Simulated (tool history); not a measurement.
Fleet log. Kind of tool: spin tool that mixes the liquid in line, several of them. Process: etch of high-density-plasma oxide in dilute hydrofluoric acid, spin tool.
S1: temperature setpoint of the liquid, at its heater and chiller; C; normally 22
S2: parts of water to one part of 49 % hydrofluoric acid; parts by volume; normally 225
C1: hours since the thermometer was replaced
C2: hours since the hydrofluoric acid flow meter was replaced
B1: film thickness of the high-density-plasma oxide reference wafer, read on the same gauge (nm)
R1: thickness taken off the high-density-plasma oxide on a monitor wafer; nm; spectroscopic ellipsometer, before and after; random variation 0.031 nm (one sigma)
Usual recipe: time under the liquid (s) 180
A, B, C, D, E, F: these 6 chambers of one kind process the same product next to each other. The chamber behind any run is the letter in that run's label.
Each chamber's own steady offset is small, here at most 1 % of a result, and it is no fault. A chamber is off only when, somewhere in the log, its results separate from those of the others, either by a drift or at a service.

{"run": "1A", "day": 0.217, "S1": 22, "S2": 225, "time under the liquid (s)": 180, "C1": 954.9, "C2": 261.3, "B1": 39.98, "R1": 3.8017}
{"day": 0.367, "done": "chamber B: thermometer replaced"}
{"run": "2B", "day": 0.408, "S1": 22, "S2": 225, "time under the liquid (s)": 180, "C1": 1.1, "C2": 43.7, "B1": 40.008, "R1": 3.7977}
{"run": "3F", "day": 0.538, "S1": 22, "S2": 225, "time under the liquid (s)": 180, "C1": 1498.3, "C2": 76.8, "B1": 39.999, "R1": 3.7407}
{"run": "4E", "day": 0.721, "S1": 22, "S2": 225, "time under the liquid (s)": 180, "C1": 656.1, "C2": 22.4, "B1": 40.022, "R1": 3.7598}
{"run": "5C", "day": 0.954, "S1": 22, "S2": 225, "time under the liquid (s)": 180, "C1": 419.3, "C2": 695.4, "B1": 40.003, "R1": 3.7854}
{"run": "6D", "day": 1.188, "S1": 22, "S2": 225, "time under the liquid (s)": 180, "C1": 896.3, "C2": 669.2, "B1": 39.982, "R1": 3.7659}
{"run": "7D", "day": 1.312, "S1": 22, "S2": 225, "time under the liquid (s)": 180, "C1": 899.3, "C2": 672.2, "B1": 40.041, "R1": 3.7295}
{"run": "8E", "day": 1.483, "S1": 22, "S2": 225, "time under the liquid (s)": 180, "C1": 674.4, "C2": 40.7, "B1": 40.056, "R1": 3.6774}
{"run": "9C", "day": 1.688, "S1": 22, "S2": 225, "time under the liquid (s)": 180, "C1": 436.9, "C2": 713, "B1": 40.009, "R1": 3.7574}
{"run": "10F", "day": 1.95, "S1": 22, "S2": 330, "time under the liquid (s)": 180, "C1": 1532.2, "C2": 110.7, "B1": 40.038, "R1": 2.3525}
{"run": "11A", "day": 2.192, "S1": 22, "S2": 330, "time under the liquid (s)": 180, "C1": 1002.3, "C2": 308.7, "B1": 39.976, "R1": 2.3135}
{"day": 2.196, "done": "chamber D: hydrofluoric acid flow meter replaced"}
{"run": "12B", "day": 2.429, "S1": 22, "S2": 330, "time under the liquid (s)": 180, "C1": 49.6, "C2": 92.2, "B1": 40.005, "R1": 2.2869}
{"run": "13C", "day": 2.567, "S1": 22, "S2": 330, "time under the liquid (s)": 180, "C1": 458, "C2": 734.1, "B1": 40.017, "R1": 2.3114}
{"run": "14A", "day": 2.804, "S1": 22, "S2": 330, "time under the liquid (s)": 180, "C1": 1017, "C2": 323.4, "B1": 40.012, "R1": 2.2903}
{"run": "15D", "day": 2.996, "S1": 22, "S2": 330, "time under the liquid (s)": 180, "C1": 939.7, "C2": 19.2, "B1": 39.999, "R1": 2.3481}
{"run": "16E", "day": 3.212, "S1": 22, "S2": 225, "time under the liquid (s)": 180, "C1": 715.9, "C2": 82.2, "B1": 40.007, "R1": 3.7259}
{"run": "17F", "day": 3.338, "S1": 22, "S2": 225, "time under the liquid (s)": 180, "C1": 1565.5, "C2": 144, "B1": 39.986, "R1": 3.7496}
{"run": "18B", "day": 3.517, "S1": 22, "S2": 225, "time under the liquid (s)": 180, "C1": 75.7, "C2": 118.3, "B1": 40.018, "R1": 3.7563}
{"run": "19B", "day": 3.708, "S1": 22, "S2": 225, "time under the liquid (s)": 180, "C1": 80.3, "C2": 122.9, "B1": 39.962, "R1": 3.7717}
{"run": "20F", "day": 3.888, "S1": 22, "S2": 225, "time under the liquid (s)": 180, "C1": 1578.7, "C2": 157.2, "B1": 39.98, "R1": 3.7757}
{"run": "21C", "day": 4.05, "S1": 22, "S2": 225, "time under the liquid (s)": 180, "C1": 493.6, "C2": 769.7, "B1": 39.991, "R1": 3.8964}
{"run": "22E", "day": 4.325, "S1": 22, "S2": 225, "time under the liquid (s)": 180, "C1": 742.6, "C2": 108.9, "B1": 40.01, "R1": 3.7256}
{"run": "23D", "day": 4.558, "S1": 22, "S2": 225, "time under the liquid (s)": 180, "C1": 977.2, "C2": 56.7, "B1": 40.008, "R1": 3.7699}
{"run": "24A", "day": 4.817, "S1": 26.5, "S2": 225, "time under the liquid (s)": 225, "C1": 1065.3, "C2": 371.7, "B1": 40.011, "R1": 5.5839}
{"run": "25B", "day": 5.008, "S1": 26.5, "S2": 225, "time under the liquid (s)": 225, "C1": 111.5, "C2": 154.1, "B1": 40, "R1": 5.4936}
{"run": "26E", "day": 5.179, "S1": 26.5, "S2": 225, "time under the liquid (s)": 225, "C1": 763.1, "C2": 129.4, "B1": 40.013, "R1": 5.4675}
{"run": "27F", "day": 5.4, "S1": 26.5, "S2": 225, "time under the liquid (s)": 225, "C1": 1615, "C2": 193.5, "B1": 40.015, "R1": 5.6003}
{"run": "28D", "day": 5.571, "S1": 26.5, "S2": 225, "time under the liquid (s)": 225, "C1": 1001.5, "C2": 81, "B1": 39.984, "R1": 5.5204}
{"run": "29C", "day": 5.7, "S1": 26.5, "S2": 225, "time under the liquid (s)": 225, "C1": 533.2, "C2": 809.3, "B1": 39.962, "R1": 5.9068}
{"run": "30A", "day": 5.875, "S1": 22, "S2": 225, "time under the liquid (s)": 180, "C1": 1090.7, "C2": 397.1, "B1": 40.007, "R1": 3.8045}
{"run": "31F", "day": 6.133, "S1": 22, "S2": 225, "time under the liquid (s)": 180, "C1": 1632.6, "C2": 211.1, "B1": 40.026, "R1": 3.72}
{"run": "32A", "day": 6.275, "S1": 22, "S2": 225, "time under the liquid (s)": 180, "C1": 1100.3, "C2": 406.7, "B1": 40.005, "R1": 3.7668}
{"run": "33B", "day": 6.488, "S1": 22, "S2": 225, "time under the liquid (s)": 180, "C1": 147, "C2": 189.6, "B1": 39.975, "R1": 3.7448}
{"run": "34E", "day": 6.692, "S1": 22, "S2": 225, "time under the liquid (s)": 180, "C1": 799.4, "C2": 165.7, "B1": 40.023, "R1": 3.7558}
{"run": "35D", "day": 6.867, "S1": 22, "S2": 225, "time under the liquid (s)": 180, "C1": 1032.6, "C2": 112.1, "B1": 40.024, "R1": 3.7939}
{"run": "36C", "day": 7.058, "S1": 22, "S2": 225, "time under the liquid (s)": 180, "C1": 565.8, "C2": 841.9, "B1": 40.002, "R1": 4.0498}
{"run": "37B", "day": 7.217, "S1": 22, "S2": 225, "time under the liquid (s)": 180, "C1": 164.5, "C2": 207.1, "B1": 39.945, "R1": 3.7361}
{"run": "38A", "day": 7.433, "S1": 22, "S2": 225, "time under the liquid (s)": 180, "C1": 1128.1, "C2": 434.5, "B1": 39.959, "R1": 3.7656}
{"run": "39D", "day": 7.688, "S1": 22, "S2": 225, "time under the liquid (s)": 250, "C1": 1052.3, "C2": 131.8, "B1": 40.011, "R1": 5.2648}
{"run": "40E", "day": 7.933, "S1": 22, "S2": 225, "time under the liquid (s)": 250, "C1": 829.2, "C2": 195.5, "B1": 39.988, "R1": 5.1441}

Next, every chamber runs the same settings. What will each give?
{"run": "41A", "day": 8.133, "S1": 22, "S2": 225, "time under the liquid (s)": 100, "R1": "?"}
{"run": "41B", "day": 8.133, "S1": 22, "S2": 225, "time under the liquid (s)": 100, "R1": "?"}
{"run": "41C", "day": 8.133, "S1": 22, "S2": 225, "time under the liquid (s)": 100, "R1": "?"}
{"run": "41D", "day": 8.133, "S1": 22, "S2": 225, "time under the liquid (s)": 100, "R1": "?"}
{"run": "41E", "day": 8.133, "S1": 22, "S2": 225, "time under the liquid (s)": 100, "R1": "?"}
{"run": "41F", "day": 8.133, "S1": 22, "S2": 225, "time under the liquid (s)": 100, "R1": "?"}

run=41A R1=2.1222
run=41B R1=2.0943
run=41C R1=2.2633
run=41D R1=2.0655
run=41E R1=2.0724
run=41F R1=2.0864
